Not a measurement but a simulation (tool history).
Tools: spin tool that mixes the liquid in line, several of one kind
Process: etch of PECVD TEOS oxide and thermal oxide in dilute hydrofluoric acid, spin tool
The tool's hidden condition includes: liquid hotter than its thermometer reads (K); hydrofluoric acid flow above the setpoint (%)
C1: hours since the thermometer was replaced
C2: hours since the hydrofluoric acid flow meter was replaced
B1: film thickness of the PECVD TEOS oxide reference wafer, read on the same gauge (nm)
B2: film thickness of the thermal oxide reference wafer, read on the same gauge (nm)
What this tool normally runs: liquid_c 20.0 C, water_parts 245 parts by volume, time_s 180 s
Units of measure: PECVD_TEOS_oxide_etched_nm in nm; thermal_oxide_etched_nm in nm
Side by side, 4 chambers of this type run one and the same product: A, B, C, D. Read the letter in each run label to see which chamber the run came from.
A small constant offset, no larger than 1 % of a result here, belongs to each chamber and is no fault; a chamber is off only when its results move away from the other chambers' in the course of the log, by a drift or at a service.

Run 1C, day 0.154: usual settings; C1 1223.4; C2 909.1; B1 70.002; B2 139.96. Result: PECVD_TEOS_oxide_etched_nm 6.0199 nm, thermal_oxide_etched_nm 2.5084 nm.
Run 2A, day 0.338: usual settings; C1 235.9; C2 370.7; B1 70.000; B2 139.97. Result: PECVD_TEOS_oxide_etched_nm 6.1006 nm, thermal_oxide_etched_nm 2.5174 nm.
Run 3D, day 0.517: usual settings; C1 595.2; C2 721.4; B1 70.006; B2 139.98. Result: PECVD_TEOS_oxide_etched_nm 6.1123 nm, thermal_oxide_etched_nm 2.5846 nm.
Run 4B, day 0.633: usual settings; C1 179.7; C2 632.1; B1 69.962; B2 139.97. Result: PECVD_TEOS_oxide_etched_nm 6.1983 nm, thermal_oxide_etched_nm 2.5715 nm.
Run 5B, day 0.758: usual settings; C1 182.7; C2 635.1; B1 70.014; B2 140.01. Result: PECVD_TEOS_oxide_etched_nm 6.0538 nm, thermal_oxide_etched_nm 2.5629 nm.
Run 6D, day 0.888: usual settings but time_s 120 s; C1 604.1; C2 730.3; B1 69.991; B2 140.02. Result: PECVD_TEOS_oxide_etched_nm 4.0975 nm, thermal_oxide_etched_nm 1.6949 nm.
Run 7A, day 1.038: usual settings but time_s 120 s; C1 252.7; C2 387.5; B1 70.001; B2 139.95. Result: PECVD_TEOS_oxide_etched_nm 4.0015 nm, thermal_oxide_etched_nm 1.7014 nm.
Run 8C, day 1.175: usual settings but time_s 120 s; C1 1247.9; C2 933.6; B1 69.993; B2 139.97. Result: PECVD_TEOS_oxide_etched_nm 4.0978 nm, thermal_oxide_etched_nm 1.7224 nm.
Run 9C, day 1.296: usual settings but time_s 120 s; C1 1250.8; C2 936.5; B1 69.987; B2 139.99. Result: PECVD_TEOS_oxide_etched_nm 4.0695 nm, thermal_oxide_etched_nm 1.7037 nm.
Run 10D, day 1.396: usual settings; C1 616.3; C2 742.5; B1 69.976; B2 140.02. Result: PECVD_TEOS_oxide_etched_nm 6.2624 nm, thermal_oxide_etched_nm 2.5108 nm.
Run 11B, day 1.488: usual settings; C1 200.2; C2 652.6; B1 70.019; B2 140.05. Result: PECVD_TEOS_oxide_etched_nm 6.0582 nm, thermal_oxide_etched_nm 2.5207 nm.
Run 12A, day 1.608: usual settings; C1 266.4; C2 401.2; B1 69.997; B2 140.04. Result: PECVD_TEOS_oxide_etched_nm 6.0296 nm, thermal_oxide_etched_nm 2.5375 nm.
Run 13B, day 1.746: usual settings; C1 206.4; C2 658.8; B1 69.999; B2 140.01. Result: PECVD_TEOS_oxide_etched_nm 6.0964 nm, thermal_oxide_etched_nm 2.6287 nm.
Run 14A, day 1.825: usual settings; C1 271.6; C2 406.4; B1 70.009; B2 140.03. Result: PECVD_TEOS_oxide_etched_nm 6.2074 nm, thermal_oxide_etched_nm 2.5182 nm.
Run 15D, day 1.933: usual settings; C1 629.2; C2 755.4; B1 70.005; B2 140.02. Result: PECVD_TEOS_oxide_etched_nm 6.1544 nm, thermal_oxide_etched_nm 2.5507 nm.
Run 16C, day 2.121: usual settings; C1 1270.6; C2 956.3; B1 70.027; B2 140.00. Result: PECVD_TEOS_oxide_etched_nm 6.1383 nm, thermal_oxide_etched_nm 2.4679 nm.
Run 17D, day 2.250: usual settings; C1 636.8; C2 763.0; B1 70.027; B2 139.99. Result: PECVD_TEOS_oxide_etched_nm 6.1782 nm, thermal_oxide_etched_nm 2.5389 nm.
At day 2.279: chamber C: thermometer replaced.
Run 18C, day 2.396: usual settings; C1 2.8; C2 962.9; B1 69.980; B2 139.99. Result: PECVD_TEOS_oxide_etched_nm 6.1053 nm, thermal_oxide_etched_nm 2.5352 nm.
Run 19B, day 2.558: usual settings; C1 225.9; C2 678.3; B1 70.039; B2 140.00. Result: PECVD_TEOS_oxide_etched_nm 6.1012 nm, thermal_oxide_etched_nm 2.6278 nm.
Run 20A, day 2.650: usual settings; C1 291.4; C2 426.2; B1 70.001; B2 139.98. Result: PECVD_TEOS_oxide_etched_nm 6.3252 nm, thermal_oxide_etched_nm 2.6696 nm.
Run 21C, day 2.762: usual settings but liquid_c 23.5 C, water_parts 285 parts by volume; C1 11.6; C2 971.7; B1 69.969; B2 140.03. Result: PECVD_TEOS_oxide_etched_nm 5.8022 nm, thermal_oxide_etched_nm 2.3710 nm.
Run 22D, day 2.933: usual settings but liquid_c 23.5 C, water_parts 285 parts by volume; C1 653.2; C2 779.4; B1 70.014; B2 139.96. Result: PECVD_TEOS_oxide_etched_nm 5.8553 nm, thermal_oxide_etched_nm 2.4500 nm.
Run 23A, day 3.025: usual settings but liquid_c 23.5 C, water_parts 285 parts by volume; C1 300.4; C2 435.2; B1 69.994; B2 139.97. Result: PECVD_TEOS_oxide_etched_nm 5.8767 nm, thermal_oxide_etched_nm 2.5032 nm.
Run 24B, day 3.117: usual settings but liquid_c 23.5 C, water_parts 285 parts by volume; C1 239.3; C2 691.7; B1 69.998; B2 140.01. Result: PECVD_TEOS_oxide_etched_nm 5.7170 nm, thermal_oxide_etched_nm 2.3306 nm.
Run 25C, day 3.296: usual settings; C1 24.4; C2 984.5; B1 70.013; B2 140.06. Result: PECVD_TEOS_oxide_etched_nm 6.0329 nm, thermal_oxide_etched_nm 2.5139 nm.
Run 26A, day 3.454: usual settings but liquid_c 17.0 C, time_s 230 s; C1 310.7; C2 445.5; B1 69.986; B2 140.03. Result: PECVD_TEOS_oxide_etched_nm 7.3164 nm, thermal_oxide_etched_nm 3.0655 nm.
Run 27D, day 3.579: usual settings but liquid_c 17.0 C, time_s 230 s; C1 668.7; C2 794.9; B1 69.993; B2 139.95. Result: PECVD_TEOS_oxide_etched_nm 7.0385 nm, thermal_oxide_etched_nm 2.9426 nm.
Run 28B, day 3.692: usual settings but liquid_c 17.0 C, time_s 230 s; C1 253.1; C2 705.5; B1 69.999; B2 139.96. Result: PECVD_TEOS_oxide_etched_nm 6.9408 nm, thermal_oxide_etched_nm 2.8808 nm.

Each of the 4 chambers runs these same settings next. Fill in every chamber's results:
Run 29A, day 3.829: usual settings. Result: PECVD_TEOS_oxide_etched_nm ?, thermal_oxide_etched_nm ?.
Run 29B, day 3.829: usual settings. Result: PECVD_TEOS_oxide_etched_nm ?, thermal_oxide_etched_nm ?.
Run 29C, day 3.829: usual settings. Result: PECVD_TEOS_oxide_etched_nm ?, thermal_oxide_etched_nm ?.
Run 29D, day 3.829: usual settings. Result: PECVD_TEOS_oxide_etched_nm ?, thermal_oxide_etched_nm ?.

run  PECVD_TEOS_oxide_etched_nm  thermal_oxide_etched_nm
29A                      6.5496                   2.7392
29B                      6.1227                   2.5761
29C                      6.1063                   2.5119
29D                      6.2327                   2.5436
